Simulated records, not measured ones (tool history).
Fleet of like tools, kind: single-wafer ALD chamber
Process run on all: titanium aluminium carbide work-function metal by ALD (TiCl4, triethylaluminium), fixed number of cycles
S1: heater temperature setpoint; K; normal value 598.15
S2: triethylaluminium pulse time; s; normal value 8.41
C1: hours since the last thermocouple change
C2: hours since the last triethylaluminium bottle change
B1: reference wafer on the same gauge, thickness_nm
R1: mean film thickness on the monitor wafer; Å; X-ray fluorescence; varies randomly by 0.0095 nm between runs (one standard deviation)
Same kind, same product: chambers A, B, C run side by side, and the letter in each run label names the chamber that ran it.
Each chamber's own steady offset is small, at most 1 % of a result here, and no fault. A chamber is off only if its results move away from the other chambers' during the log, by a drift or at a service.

| run | hour | S1 | S2 | C1 | C2 | B1 | R1 |
|---|---|---|---|---|---|---|---|
| 1A | 12.1 | 598.15 | 8.41 | 862.8 | 710 | 2.1528 | 21.85 |
| 2C | 26.3 | 598.15 | 8.41 | 1015.9 | 1123.7 | 2.1476 | 21.608 |
| 3B | 34.9 | 598.15 | 8.41 | 2506.3 | 246.7 | 2.1515 | 21.662 |
| 4B | 48.8 | 598.15 | 8.41 | 2520.2 | 260.6 | 2.1517 | 21.721 |
| 5C | 59.9 | 598.15 | 8.41 | 1049.5 | 1157.3 | 2.1511 | 21.722 |
| 6A | 70.5 | 598.15 | 8.41 | 921.2 | 768.4 | 2.1487 | 21.888 |
| 7C | 82.2 | 598.15 | 9.75 | 1071.8 | 1179.6 | 2.1504 | 22.325 |
| 8A | 91.1 | 598.15 | 9.75 | 941.8 | 789 | 2.1487 | 22.348 |
| 9B | 101.8 | 598.15 | 9.75 | 2573.2 | 313.6 | 2.1502 | 21.926 |
| 10C | 111.8 | 598.15 | 10.94 | 1101.4 | 1209.2 | 2.1504 | 22.357 |
| 11B | 118.6 | 598.15 | 10.94 | 2590 | 330.4 | 2.1516 | 22.228 |
| 12A | 124.9 | 598.15 | 10.94 | 975.6 | 822.8 | 2.1515 | 22.5 |
| 13B | 134.2 | 598.15 | 8.41 | 2605.6 | 346 | 2.1509 | 21.3 |
| 14C | 141.4 | 598.15 | 8.41 | 1131 | 1238.8 | 2.152 | 21.629 |
|  | 144.1 | chamber B: thermocouple changed; heater temperature recalibrated |
| 15A | 153.8 | 598.15 | 8.41 | 1004.5 | 851.7 | 2.1496 | 21.854 |
| 16C | 165 | 598.15 | 8.41 | 1154.6 | 1262.4 | 2.1487 | 21.664 |
| 17B | 173 | 598.15 | 8.41 | 29 | 384.8 | 2.1508 | 21.449 |
| 18A | 179.5 | 605.15 | 5.34 | 1030.2 | 877.4 | 2.1499 | 20.014 |
| 19A | 192 | 605.15 | 5.34 | 1042.7 | 889.9 | 2.1508 | 20.066 |
| 20B | 198.7 | 605.15 | 5.34 | 54.7 | 410.5 | 2.1512 | 19.142 |
| 21C | 210.4 | 598.15 | 8.41 | 1200 | 1307.8 | 2.1512 | 21.612 |
| 22C | 222.4 | 587.15 | 6.32 | 1212 | 1319.8 | 2.151 | 19.51 |
| 23B | 233.7 | 587.15 | 6.32 | 89.7 | 445.5 | 2.1491 | 18.695 |
| 24A | 247.3 | 587.15 | 6.32 | 1098 | 945.2 | 2.1478 | 19.547 |
| 25C | 261 | 598.15 | 8.41 | 1250.6 | 1358.4 | 2.1518 | 21.751 |
| 26B | 270.9 | 598.15 | 8.41 | 126.9 | 482.7 | 2.1496 | 20.962 |
| 27A | 283.8 | 598.15 | 8.41 | 1134.5 | 981.7 | 2.1516 | 21.804 |
| 28A | 296.8 | 612.15 | 5.8 | 1147.5 | 994.7 | 2.1512 | 21.133 |

Is one chamber off against the others, does the gauge drift, or is nothing wrong? If a chamber is off, say which, and what the likeliest cause is.

Little by little, chamber B moves away from the other chambers.
Cause: triethylaluminium dose below that of a fresh bottle (%) = 18.2.

Which of the 4 candidates below, each the usual settings with something changed and its results left as question marks, puts chamber B back in line with what the other chambers give on the usual settings?
In line here means within this much of the mean the other chambers give on the usual settings: R1 0.34 Å
| 29B-1 | 307.4 | 609.15 | 8.41 |  |  |  | ? |
| 29B-2 | 307.4 | 587.15 | 8.41 |  |  |  | ? |
| 29B-3 | 307.4 | 618.15 | 8.41 |  |  |  | ? |
| 29B-4 | 307.4 | 593.15 | 6.68 |  |  |  | ? |

Other chambers, usual settings, mean: R1 21.744 Å
| run | R1 |
|---|---|
| 29B-1 | 21.735 |
| 29B-2 | 19.924 |
| 29B-3 | 22.483 |
| 29B-4 | 19.122 |
The right change is 29B-1: it brings the chamber back within the allowed miss of the others.
